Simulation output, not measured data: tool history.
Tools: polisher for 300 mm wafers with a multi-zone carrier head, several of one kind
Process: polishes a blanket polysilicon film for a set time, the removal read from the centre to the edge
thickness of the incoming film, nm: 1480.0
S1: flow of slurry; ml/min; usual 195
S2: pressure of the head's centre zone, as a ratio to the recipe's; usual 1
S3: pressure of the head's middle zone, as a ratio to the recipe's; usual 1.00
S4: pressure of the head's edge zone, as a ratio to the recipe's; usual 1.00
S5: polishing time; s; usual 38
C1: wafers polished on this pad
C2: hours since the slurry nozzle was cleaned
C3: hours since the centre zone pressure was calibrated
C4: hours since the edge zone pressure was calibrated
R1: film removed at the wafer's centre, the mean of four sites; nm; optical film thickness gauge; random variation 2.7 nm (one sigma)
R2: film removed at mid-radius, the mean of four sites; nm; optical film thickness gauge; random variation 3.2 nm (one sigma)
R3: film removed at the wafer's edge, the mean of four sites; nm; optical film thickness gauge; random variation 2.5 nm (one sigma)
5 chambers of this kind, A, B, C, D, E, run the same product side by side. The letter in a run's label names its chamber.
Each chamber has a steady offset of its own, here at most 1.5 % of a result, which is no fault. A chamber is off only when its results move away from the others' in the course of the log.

run 1E hour=14.4 | S1=195 S2=1 S3=1.00 S4=1.00 S5=38 | C1=291 C2=127.2 C3=141.3 C4=614.5 | R1=246.38 R2=247.75 R3=249.13
run 2D hour=23.1 | S1=195 S2=1 S3=1.00 S4=1.00 S5=38 | C1=591 C2=302.4 C3=344.6 C4=894.3 | R1=248.51 R2=244.79 R3=252.35
-- hour=25.4 chamber C: worn pad replaced by a new one
run 3C hour=32.9 | S1=195 S2=1 S3=1.00 S4=1.00 S5=38 | C1=112 C2=222.4 C3=1018.5 C4=576.4 | R1=253.87 R2=247.62 R3=244.07
run 4B hour=44.2 | S1=195 S2=1 S3=1.00 S4=1.00 S5=38 | C1=881 C2=137.9 C3=185.9 C4=398.6 | R1=247.92 R2=237.95 R3=251.33
run 5A hour=52.9 | S1=195 S2=1 S3=1.00 S4=1.00 S5=38 | C1=879 C2=447.1 C3=820.8 C4=473.1 | R1=247.81 R2=253.19 R3=249.15
-- hour=58.7 chamber D: worn pad replaced by a new one
-- hour=59.3 chamber B: worn pad replaced by a new one
-- hour=65.9 chamber E: worn pad replaced by a new one
run 6D hour=66.7 | S1=195 S2=1 S3=1.00 S4=1.09 S5=27 | C1=119 C2=346.0 C3=388.2 C4=937.9 | R1=176.26 R2=179.64 R3=182.56
-- hour=67.4 chamber A: worn pad replaced by a new one
run 7A hour=80.1 | S1=195 S2=1 S3=1.00 S4=1.09 S5=27 | C1=188 C2=474.3 C3=848.0 C4=500.3 | R1=174.05 R2=178.35 R3=183.00
run 8C hour=89.8 | S1=195 S2=1 S3=1.00 S4=1.09 S5=27 | C1=956 C2=279.3 C3=1075.4 C4=633.3 | R1=176.24 R2=173.10 R3=182.01
-- hour=91.1 chamber A: edge zone pressure recalibrated
-- hour=93.3 chamber C: slurry nozzle cleaned
-- hour=95.7 chamber C: worn pad replaced by a new one
run 9B hour=101.9 | S1=195 S2=1 S3=1.00 S4=1.09 S5=27 | C1=632 C2=195.6 C3=243.6 C4=456.3 | R1=179.97 R2=176.62 R3=184.54
run 10E hour=115.5 | S1=195 S2=1 S3=1.00 S4=1.09 S5=27 | C1=736 C2=228.3 C3=242.4 C4=715.6 | R1=175.64 R2=182.29 R3=182.21
run 11D hour=123.7 | S1=195 S2=1 S3=1.00 S4=1.00 S5=38 | C1=964 C2=403.0 C3=445.2 C4=994.9 | R1=251.33 R2=252.52 R3=255.70
-- hour=127.5 chamber D: worn pad replaced by a new one
-- hour=129.3 chamber E: worn pad replaced by a new one
-- hour=131.3 chamber B: worn pad replaced by a new one
run 12A hour=132.3 | S1=195 S2=1 S3=1.00 S4=0.95 S5=38 | C1=962 C2=526.5 C3=900.2 C4=41.2 | R1=250.32 R2=246.96 R3=242.41
run 13E hour=145.8 | S1=195 S2=1 S3=1.00 S4=0.95 S5=38 | C1=245 C2=258.6 C3=272.7 C4=745.9 | R1=244.09 R2=254.35 R3=236.74
run 14B hour=157.2 | S1=195 S2=1 S3=1.00 S4=0.95 S5=38 | C1=385 C2=250.9 C3=298.9 C4=511.6 | R1=251.12 R2=242.47 R3=242.60
-- hour=163.1 chamber C: worn pad replaced by a new one
-- hour=164.2 chamber A: worn pad replaced by a new one
run 15C hour=165.0 | S1=195 S2=1 S3=1.00 S4=0.95 S5=38 | C1=29 C2=71.8 C3=1150.6 C4=708.5 | R1=252.23 R2=251.86 R3=238.29
run 16B hour=173.6 | S1=195 S2=1 S3=1.00 S4=0.95 S5=38 | C1=628 C2=267.3 C3=315.3 C4=528.0 | R1=248.04 R2=242.65 R3=237.78
-- hour=185.8 chamber B: edge zone pressure recalibrated
run 17E hour=186.0 | S1=195 S2=1 S3=1.00 S4=1.00 S5=38 | C1=841 C2=298.8 C3=312.9 C4=786.1 | R1=248.82 R2=246.56 R3=244.75
-- hour=193.1 chamber E: centre zone pressure recalibrated
run 18D hour=195.1 | S1=195 S2=1 S3=1.00 S4=1.00 S5=46 | C1=1002 C2=474.4 C3=516.6 C4=1066.3 | R1=300.60 R2=305.27 R3=306.82
-- hour=204.2 chamber E: worn pad replaced by a new one
run 19C hour=204.3 | S1=195 S2=1 S3=1.00 S4=1.00 S5=46 | C1=611 C2=111.1 C3=1189.9 C4=747.8 | R1=303.19 R2=299.39 R3=296.11
-- hour=204.6 chamber B: worn pad replaced by a new one
-- hour=208.7 chamber D: worn pad replaced by a new one
run 20A hour=215.6 | S1=195 S2=1 S3=1.00 S4=1.00 S5=46 | C1=762 C2=609.8 C3=983.5 C4=124.5 | R1=300.02 R2=301.58 R3=299.17
-- hour=223.2 chamber C: worn pad replaced by a new one
run 21A hour=227.7 | S1=195 S2=1 S3=1.00 S4=1.00 S5=46 | C1=941 C2=621.9 C3=995.6 C4=136.6 | R1=301.19 R2=298.56 R3=301.76
run 22C hour=239.7 | S1=195 S2=1 S3=1.00 S4=1.00 S5=46 | C1=245 C2=146.5 C3=1225.3 C4=783.2 | R1=304.30 R2=291.77 R3=299.37
-- hour=240.6 chamber D: slurry nozzle cleaned
-- hour=242.2 chamber A: worn pad replaced by a new one
run 23E hour=253.3 | S1=195 S2=1 S3=1.00 S4=1.00 S5=38 | C1=728 C2=366.1 C3=60.3 C4=853.4 | R1=266.25 R2=254.03 R3=247.03
-- hour=264.7 chamber E: worn pad replaced by a new one
run 24D hour=266.0 | S1=195 S2=1 S3=1.00 S4=1.00 S5=38 | C1=850 C2=25.5 C3=587.5 C4=1137.2 | R1=247.84 R2=246.22 R3=249.86
-- hour=269.5 chamber B: worn pad replaced by a new one
-- hour=275.9 chamber E: slurry nozzle cleaned
run 25B hour=277.6 | S1=195 S2=1 S3=1.00 S4=1.00 S5=38 | C1=120 C2=371.3 C3=419.3 C4=91.9 | R1=250.68 R2=244.57 R3=245.03
-- hour=278.4 chamber D: worn pad replaced by a new one
-- hour=279.6 chamber B: slurry nozzle cleaned
-- hour=283.8 chamber A: slurry nozzle cleaned
run 26A hour=287.1 | S1=195 S2=1 S3=0.89 S4=1.00 S5=38 | C1=666 C2=3.4 C3=1055.0 C4=196.0 | R1=248.98 R2=225.34 R3=253.39
-- hour=292.8 chamber C: worn pad replaced by a new one
run 27C hour=297.3 | S1=195 S2=1 S3=0.89 S4=1.00 S5=38 | C1=67 C2=204.1 C3=1282.9 C4=840.8 | R1=245.68 R2=223.63 R3=250.67
run 28E hour=306.9 | S1=195 S2=1 S3=0.89 S4=1.00 S5=38 | C1=625 C2=31.1 C3=113.9 C4=907.0 | R1=270.93 R2=228.85 R3=244.68
run 29D hour=316.8 | S1=195 S2=1 S3=0.89 S4=1.00 S5=38 | C1=569 C2=76.3 C3=638.3 C4=1188.0 | R1=254.66 R2=226.00 R3=250.82
-- hour=320.7 chamber C: slurry nozzle cleaned
run 30B hour=328.1 | S1=195 S2=1 S3=0.89 S4=1.00 S5=38 | C1=869 C2=48.5 C3=469.8 C4=142.4 | R1=250.92 R2=220.47 R3=249.91
-- hour=336.3 chamber C: centre zone pressure recalibrated
run 31D hour=339.3 | S1=195 S2=1 S3=1.00 S4=1.00 S5=38 | C1=902 C2=98.8 C3=660.8 C4=1210.5 | R1=248.36 R2=255.24 R3=248.16
run 32C hour=353.6 | S1=195 S2=1 S3=1.00 S4=1.00 S5=38 | C1=901 C2=33.0 C3=17.4 C4=897.1 | R1=244.38 R2=245.13 R3=241.24

Next, every chamber runs the same settings. What will each give?
run 33A hour=364.3 | S1=195 S2=1 S3=1.00 S4=1.09 S5=38 | R1=? R2=? R3=?
run 33B hour=364.3 | S1=195 S2=1 S3=1.00 S4=1.09 S5=38 | R1=? R2=? R3=?
run 33C hour=364.3 | S1=195 S2=1 S3=1.00 S4=1.09 S5=38 | R1=? R2=? R3=?
run 33D hour=364.3 | S1=195 S2=1 S3=1.00 S4=1.09 S5=38 | R1=? R2=? R3=?
run 33E hour=364.3 | S1=195 S2=1 S3=1.00 S4=1.09 S5=38 | R1=? R2=? R3=?

run=33A R1=248.11 R2=247.55 R3=258.33
run=33B R1=248.32 R2=247.13 R3=257.25
run=33C R1=249.44 R2=246.54 R3=258.65
run=33D R1=247.91 R2=245.19 R3=260.67
run=33E R1=264.69 R2=246.35 R3=257.64

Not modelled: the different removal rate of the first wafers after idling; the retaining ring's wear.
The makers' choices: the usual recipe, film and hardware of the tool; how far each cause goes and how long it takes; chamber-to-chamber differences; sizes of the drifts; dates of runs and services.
